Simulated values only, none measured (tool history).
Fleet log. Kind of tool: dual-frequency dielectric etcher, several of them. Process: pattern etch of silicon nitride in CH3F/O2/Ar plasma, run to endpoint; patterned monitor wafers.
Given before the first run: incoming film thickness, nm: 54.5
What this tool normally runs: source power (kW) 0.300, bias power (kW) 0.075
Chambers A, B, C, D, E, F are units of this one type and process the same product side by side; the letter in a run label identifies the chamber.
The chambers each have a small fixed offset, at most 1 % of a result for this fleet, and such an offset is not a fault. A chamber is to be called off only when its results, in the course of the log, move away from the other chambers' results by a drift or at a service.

At hour 3.5: chamber E: wet clean of the chamber.
Run 1A, hour 7.4: usual settings. Result: endpoint time (s) 87.295.
Run 2F, hour 21.2: usual settings. Result: endpoint time (s) 87.885.
At hour 22.0: chamber A: wet clean of the chamber.
Run 3E, hour 29.3: usual settings. Result: endpoint time (s) 85.388.
Run 4C, hour 42.0: usual settings. Result: endpoint time (s) 86.687.
At hour 45.5: chamber D: bias power generator calibrated.
Run 5B, hour 52.3: usual settings. Result: endpoint time (s) 86.271.
Run 6D, hour 58.9: usual settings. Result: endpoint time (s) 86.072.
Run 7A, hour 72.0: usual settings. Result: endpoint time (s) 87.362.
Run 8D, hour 82.8: usual settings. Result: endpoint time (s) 85.802.
Run 9C, hour 90.5: usual settings. Result: endpoint time (s) 86.584.
Run 10F, hour 104.6: usual settings. Result: endpoint time (s) 87.870.
Run 11E, hour 118.8: usual settings. Result: endpoint time (s) 85.478.
Run 12B, hour 130.6: usual settings. Result: endpoint time (s) 87.356.
Run 13C, hour 138.0: usual settings. Result: endpoint time (s) 86.159.
Run 14B, hour 152.2: usual settings. Result: endpoint time (s) 87.026.
Run 15E, hour 163.3: usual settings. Result: endpoint time (s) 85.177.
At hour 166.9: chamber C: wet clean of the chamber.
Run 16F, hour 175.7: usual settings. Result: endpoint time (s) 87.818.
Run 17A, hour 182.4: usual settings. Result: endpoint time (s) 86.764.
Run 18D, hour 191.9: usual settings. Result: endpoint time (s) 85.622.
Run 19F, hour 199.9: usual settings. Result: endpoint time (s) 87.526.
Run 20A, hour 212.3: usual settings. Result: endpoint time (s) 87.519.
Run 21B, hour 219.6: usual settings. Result: endpoint time (s) 86.633.
At hour 222.6: chamber B: source power generator calibrated.
Run 22C, hour 228.2: usual settings. Result: endpoint time (s) 86.221.
Run 23D, hour 238.4: usual settings. Result: endpoint time (s) 86.432.
Run 24E, hour 251.9: usual settings. Result: endpoint time (s) 86.530.
At hour 255.6: chamber D: wet clean of the chamber.
Run 25C, hour 260.4: usual settings. Result: endpoint time (s) 86.251.
Run 26F, hour 274.4: usual settings but source power (kW) 0.260. Result: endpoint time (s) 92.796.
Run 27D, hour 286.1: usual settings but source power (kW) 0.260. Result: endpoint time (s) 90.468.
Run 28B, hour 298.8: usual settings but source power (kW) 0.260. Result: endpoint time (s) 91.364.
Run 29E, hour 308.0: usual settings but source power (kW) 0.260. Result: endpoint time (s) 90.033.
Run 30A, hour 320.4: usual settings but source power (kW) 0.260. Result: endpoint time (s) 91.048.
Run 31C, hour 334.8: usual settings but source power (kW) 0.260. Result: endpoint time (s) 91.778.
Run 32B, hour 347.1: usual settings. Result: endpoint time (s) 86.864.
At hour 350.5: chamber E: source power generator calibrated.
Run 33D, hour 359.1: usual settings. Result: endpoint time (s) 85.693.
At hour 359.4: chamber D: source power generator calibrated.
Run 34A, hour 368.3: usual settings. Result: endpoint time (s) 86.292.
At hour 369.9: chamber F: wet clean of the chamber.
Run 35F, hour 374.7: usual settings but bias power (kW) 0.090. Result: endpoint time (s) 81.616.
Run 36E, hour 382.6: usual settings but bias power (kW) 0.090. Result: endpoint time (s) 80.195.
Run 37E, hour 391.4: usual settings but bias power (kW) 0.090. Result: endpoint time (s) 79.482.
Run 38D, hour 400.8: usual settings but bias power (kW) 0.090. Result: endpoint time (s) 80.368.

Next, all 6 chambers run the settings below, one line each with question marks for the results. What does each chamber give?
Run 39A, hour 411.2: usual settings. Result: endpoint time (s) ?.
Run 39B, hour 411.2: usual settings. Result: endpoint time (s) ?.
Run 39C, hour 411.2: usual settings. Result: endpoint time (s) ?.
Run 39D, hour 411.2: usual settings. Result: endpoint time (s) ?.
Run 39E, hour 411.2: usual settings. Result: endpoint time (s) ?.
Run 39F, hour 411.2: usual settings. Result: endpoint time (s) ?.

run  endpoint time (s)
39A             87.712
39B             86.776
39C             86.232
39D             85.421
39E             84.558
39F             87.193
